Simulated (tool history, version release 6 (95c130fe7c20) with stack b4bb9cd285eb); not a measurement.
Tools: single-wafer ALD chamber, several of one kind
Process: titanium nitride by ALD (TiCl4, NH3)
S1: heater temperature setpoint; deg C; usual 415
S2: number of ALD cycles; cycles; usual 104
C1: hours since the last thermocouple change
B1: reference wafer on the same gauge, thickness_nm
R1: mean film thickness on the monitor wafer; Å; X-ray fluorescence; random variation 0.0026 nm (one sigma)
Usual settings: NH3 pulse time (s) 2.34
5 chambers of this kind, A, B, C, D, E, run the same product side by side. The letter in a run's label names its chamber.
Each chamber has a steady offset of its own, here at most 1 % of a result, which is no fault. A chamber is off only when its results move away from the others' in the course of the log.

Run 1A, hour 7.5: usual settings; C1 1703.6; B1 1.9104. Result: R1 23.297 Å.
Run 2D, hour 12.4: usual settings; C1 1087.6; B1 1.9098. Result: R1 23.160 Å.
Run 3B, hour 16.4: usual settings; C1 2004.4; B1 1.9106. Result: R1 23.377 Å.
Run 4C, hour 24.3: usual settings; C1 293.5; B1 1.9100. Result: R1 23.112 Å.
Run 5E, hour 32.6: usual settings; C1 769.0; B1 1.9109. Result: R1 23.395 Å.
Run 6D, hour 38.6: usual settings; C1 1113.8; B1 1.9112. Result: R1 23.145 Å.
Run 7E, hour 44.0: usual settings; C1 780.4; B1 1.9112. Result: R1 23.447 Å.
Run 8A, hour 50.2: usual settings but S2 88 cycles; C1 1746.3; B1 1.9116. Result: R1 19.683 Å.
Run 9C, hour 55.8: usual settings but S2 88 cycles; C1 325.0; B1 1.9112. Result: R1 19.575 Å.
Run 10B, hour 61.9: usual settings but S2 88 cycles; C1 2049.9; B1 1.9121. Result: R1 19.772 Å.
Run 11C, hour 68.2: usual settings but S2 88 cycles; C1 337.4; B1 1.9119. Result: R1 19.533 Å.
Run 12E, hour 72.5: usual settings but S2 88 cycles; C1 808.9; B1 1.9125. Result: R1 19.788 Å.
Run 13B, hour 77.6: usual settings; C1 2065.6; B1 1.9124. Result: R1 23.376 Å.
Run 14A, hour 84.9: usual settings; C1 1781.0; B1 1.9127. Result: R1 23.320 Å.
Run 15D, hour 90.2: usual settings; C1 1165.4; B1 1.9127. Result: R1 23.141 Å.
Run 16D, hour 95.9: usual settings but S1 409 deg C; C1 1171.1; B1 1.9131. Result: R1 23.079 Å.
Run 17E, hour 101.2: usual settings but S1 409 deg C; C1 837.6; B1 1.9127. Result: R1 23.358 Å.
Run 18B, hour 106.2: usual settings but S1 409 deg C; C1 2094.2; B1 1.9130. Result: R1 23.326 Å.
Run 19C, hour 115.1: usual settings but S1 409 deg C; C1 384.3; B1 1.9134. Result: R1 23.110 Å.
Run 20A, hour 120.2: usual settings but S1 409 deg C; C1 1816.3; B1 1.9136. Result: R1 23.223 Å.
Run 21A, hour 127.9: usual settings; C1 1824.0; B1 1.9141. Result: R1 23.303 Å.
Run 22D, hour 133.9: usual settings; C1 1209.1; B1 1.9135. Result: R1 23.190 Å.
Run 23B, hour 140.5: usual settings but S1 424 deg C, NH3 pulse time (s) 1.47; C1 2128.5; B1 1.9139. Result: R1 23.125 Å.
Run 24C, hour 148.9: usual settings but S1 424 deg C, NH3 pulse time (s) 1.47; C1 418.1; B1 1.9150. Result: R1 22.868 Å.
Run 25E, hour 157.8: usual settings but S1 424 deg C, NH3 pulse time (s) 1.47; C1 894.2; B1 1.9150. Result: R1 23.177 Å.
Run 26B, hour 164.0: usual settings but S1 424 deg C, NH3 pulse time (s) 1.47; C1 2152.0; B1 1.9151. Result: R1 23.139 Å.
Run 27C, hour 168.5: usual settings but S1 424 deg C, NH3 pulse time (s) 1.47; C1 437.7; B1 1.9152. Result: R1 22.877 Å.
Run 28D, hour 175.7: usual settings; C1 1250.9; B1 1.9150. Result: R1 23.114 Å.
Run 29A, hour 183.0: usual settings; C1 1879.1; B1 1.9154. Result: R1 23.270 Å.
Run 30E, hour 188.6: usual settings; C1 925.0; B1 1.9162. Result: R1 23.430 Å.
Run 31B, hour 193.1: usual settings; C1 2181.1; B1 1.9159. Result: R1 23.388 Å.
Run 32D, hour 201.4: usual settings; C1 1276.6; B1 1.9162. Result: R1 23.160 Å.
Run 33E, hour 206.9: usual settings; C1 943.3; B1 1.9162. Result: R1 23.433 Å.
Run 34C, hour 211.7: usual settings; C1 480.9; B1 1.9161. Result: R1 23.132 Å.
Run 35A, hour 220.2: usual settings; C1 1916.3; B1 1.9170. Result: R1 23.297 Å.
Run 36E, hour 227.4: usual settings; C1 963.8; B1 1.9173. Result: R1 23.448 Å.
Run 37B, hour 234.4: usual settings; C1 2222.4; B1 1.9173. Result: R1 23.477 Å.
Run 38D, hour 239.2: usual settings; C1 1314.4; B1 1.9174. Result: R1 23.164 Å.
Run 39C, hour 247.9: usual settings; C1 517.1; B1 1.9173. Result: R1 23.187 Å.
Run 40A, hour 256.0: usual settings; C1 1952.1; B1 1.9176. Result: R1 23.324 Å.
Run 41C, hour 262.8: usual settings; C1 532.0; B1 1.9179. Result: R1 23.150 Å.
Run 42B, hour 270.9: usual settings; C1 2258.9; B1 1.9183. Result: R1 23.446 Å.
Run 43D, hour 277.4: usual settings; C1 1352.6; B1 1.9187. Result: R1 23.206 Å.
Run 44E, hour 282.7: usual settings; C1 1019.1; B1 1.9188. Result: R1 23.463 Å.

Next, every chamber runs the same settings. What will each give?
Run 45A, hour 289.2: usual settings but S1 429 deg C. Result: R1 ?.
Run 45B, hour 289.2: usual settings but S1 429 deg C. Result: R1 ?.
Run 45C, hour 289.2: usual settings but S1 429 deg C. Result: R1 ?.
Run 45D, hour 289.2: usual settings but S1 429 deg C. Result: R1 ?.
Run 45E, hour 289.2: usual settings but S1 429 deg C. Result: R1 ?.

run      R1
45A  23.361
45B  23.430
45C  23.265
45D  23.265
45E  23.584
